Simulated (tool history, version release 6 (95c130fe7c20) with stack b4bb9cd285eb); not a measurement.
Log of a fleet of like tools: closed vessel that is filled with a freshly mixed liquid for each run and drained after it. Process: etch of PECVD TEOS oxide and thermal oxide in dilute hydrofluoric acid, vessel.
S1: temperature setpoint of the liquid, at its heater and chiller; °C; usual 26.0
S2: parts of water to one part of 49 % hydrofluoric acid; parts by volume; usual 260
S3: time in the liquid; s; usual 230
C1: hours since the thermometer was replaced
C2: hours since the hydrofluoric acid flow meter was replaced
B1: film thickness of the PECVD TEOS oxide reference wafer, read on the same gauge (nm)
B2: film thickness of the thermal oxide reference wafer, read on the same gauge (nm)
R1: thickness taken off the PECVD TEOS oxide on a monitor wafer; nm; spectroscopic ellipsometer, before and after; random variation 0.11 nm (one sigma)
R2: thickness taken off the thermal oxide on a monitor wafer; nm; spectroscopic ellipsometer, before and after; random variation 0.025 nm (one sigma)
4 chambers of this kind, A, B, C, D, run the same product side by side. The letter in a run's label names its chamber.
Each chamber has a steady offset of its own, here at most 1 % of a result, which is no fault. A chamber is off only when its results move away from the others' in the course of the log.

run 1C day=0.421 | S1=26.0 S2=260 S3=230 | C1=1000.2 C2=1519.9 | B1=60.029 B2=129.99 | R1=11.2720 R2=3.8682
run 2D day=0.792 | S1=26.0 S2=260 S3=230 | C1=370.3 C2=53.1 | B1=59.977 B2=130.03 | R1=11.7130 R2=3.8792
run 3B day=1.133 | S1=26.0 S2=260 S3=230 | C1=743.9 C2=914.4 | B1=60.047 B2=129.95 | R1=11.5480 R2=3.9345
run 4A day=1.521 | S1=26.0 S2=260 S3=230 | C1=2064.1 C2=1175.3 | B1=59.978 B2=130.02 | R1=11.7000 R2=3.8340
run 5C day=2.162 | S1=26.0 S2=260 S3=230 | C1=1042.0 C2=1561.7 | B1=59.993 B2=130.00 | R1=11.4360 R2=3.8907
run 6B day=2.588 | S1=26.0 S2=260 S3=230 | C1=778.8 C2=949.3 | B1=59.977 B2=130.01 | R1=11.6500 R2=3.8555
run 7A day=3.192 | S1=26.0 S2=260 S3=230 | C1=2104.2 C2=1215.4 | B1=59.976 B2=130.02 | R1=11.8120 R2=3.8884
run 8D day=3.546 | S1=26.0 S2=260 S3=230 | C1=436.4 C2=119.2 | B1=60.029 B2=130.00 | R1=11.5050 R2=3.8762
run 9B day=4.042 | S1=26.0 S2=260 S3=230 | C1=813.7 C2=984.2 | B1=59.994 B2=129.98 | R1=11.2540 R2=3.9279
run 10C day=4.433 | S1=26.0 S2=260 S3=230 | C1=1096.5 C2=1616.2 | B1=60.013 B2=129.99 | R1=11.2630 R2=3.8979
run 11D day=5.058 | S1=26.0 S2=260 S3=230 | C1=472.7 C2=155.5 | B1=59.995 B2=130.02 | R1=11.6720 R2=3.8691
run 12A day=5.400 | S1=26.0 S2=260 S3=230 | C1=2157.2 C2=1268.4 | B1=59.976 B2=130.01 | R1=11.5470 R2=3.8818
run 13B day=5.704 | S1=26.0 S2=260 S3=230 | C1=853.6 C2=1024.1 | B1=59.972 B2=130.01 | R1=11.3930 R2=3.9307
run 14C day=6.200 | S1=26.0 S2=260 S3=230 | C1=1138.9 C2=1658.6 | B1=60.021 B2=129.98 | R1=11.3460 R2=3.9059
run 15A day=6.867 | S1=26.0 S2=260 S3=230 | C1=2192.4 C2=1303.6 | B1=59.996 B2=129.99 | R1=11.5410 R2=3.8258
run 16D day=7.442 | S1=26.0 S2=310 S3=115 | C1=529.9 C2=212.7 | B1=59.988 B2=130.00 | R1=4.6581 R2=1.5263
run 17B day=8.117 | S1=26.0 S2=310 S3=115 | C1=911.5 C2=1082.0 | B1=59.998 B2=130.02 | R1=4.5784 R2=1.5473
run 18D day=8.767 | S1=26.0 S2=310 S3=115 | C1=561.7 C2=244.5 | B1=59.998 B2=129.99 | R1=4.5853 R2=1.5570
run 19A day=9.271 | S1=26.0 S2=310 S3=115 | C1=2250.1 C2=1361.3 | B1=59.984 B2=130.00 | R1=4.5741 R2=1.5161
run 20C day=9.662 | S1=24.5 S2=260 S3=360 | C1=1222.0 C2=1741.7 | B1=59.990 B2=130.01 | R1=16.9630 R2=5.7666
run 21C day=10.212 | S1=24.5 S2=260 S3=360 | C1=1235.2 C2=1754.9 | B1=60.005 B2=129.98 | R1=16.9650 R2=5.7470
run 22A day=10.692 | S1=24.5 S2=260 S3=360 | C1=2284.2 C2=1395.4 | B1=60.023 B2=130.00 | R1=17.3580 R2=5.7148
run 23B day=11.317 | S1=24.5 S2=260 S3=360 | C1=988.3 C2=1158.8 | B1=59.993 B2=130.03 | R1=16.9820 R2=5.7832
run 24D day=11.783 | S1=26.0 S2=220 S3=230 | C1=634.1 C2=316.9 | B1=60.006 B2=130.03 | R1=14.1020 R2=4.7444
run 25C day=12.392 | S1=26.0 S2=220 S3=230 | C1=1287.5 C2=1807.2 | B1=60.007 B2=130.00 | R1=14.2020 R2=4.7953
run 26D day=13.000 | S1=26.0 S2=220 S3=230 | C1=663.3 C2=346.1 | B1=60.004 B2=129.98 | R1=14.3500 R2=4.7693
run 27B day=13.400 | S1=26.0 S2=220 S3=230 | C1=1038.3 C2=1208.8 | B1=60.004 B2=130.00 | R1=14.0710 R2=4.8204
run 28A day=13.862 | S1=26.0 S2=260 S3=230 | C1=2360.3 C2=1471.5 | B1=59.997 B2=129.99 | R1=11.7480 R2=3.9047
run 29B day=14.358 | S1=26.0 S2=260 S3=230 | C1=1061.3 C2=1231.8 | B1=60.015 B2=129.98 | R1=11.3540 R2=3.8848
run 30D day=14.900 | S1=26.0 S2=260 S3=230 | C1=708.9 C2=391.7 | B1=60.008 B2=129.98 | R1=11.6640 R2=3.8491
run 31A day=15.458 | S1=26.0 S2=260 S3=230 | C1=2398.6 C2=1509.8 | B1=59.977 B2=129.95 | R1=11.7490 R2=3.8349
run 32C day=15.850 | S1=26.0 S2=260 S3=230 | C1=1370.5 C2=1890.2 | B1=59.992 B2=130.00 | R1=11.5750 R2=3.8627
run 33D day=16.254 | S1=26.0 S2=260 S3=230 | C1=741.4 C2=424.2 | B1=60.011 B2=129.98 | R1=11.5080 R2=3.8959
run 34B day=16.612 | S1=26.0 S2=260 S3=230 | C1=1115.4 C2=1285.9 | B1=60.021 B2=130.01 | R1=11.6100 R2=3.8680
run 35C day=17.133 | S1=26.0 S2=260 S3=230 | C1=1401.3 C2=1921.0 | B1=60.011 B2=130.01 | R1=11.3960 R2=3.8806

Next, every chamber runs the same settings. What will each give?
run 36A day=17.633 | S1=26.0 S2=260 S3=100 | R1=? R2=?
run 36B day=17.633 | S1=26.0 S2=260 S3=100 | R1=? R2=?
run 36C day=17.633 | S1=26.0 S2=260 S3=100 | R1=? R2=?
run 36D day=17.633 | S1=26.0 S2=260 S3=100 | R1=? R2=?

run=36A R1=4.9785 R2=1.6635
run=36B R1=4.9585 R2=1.6869
run=36C R1=4.8699 R2=1.6882
run=36D R1=4.8830 R2=1.6956
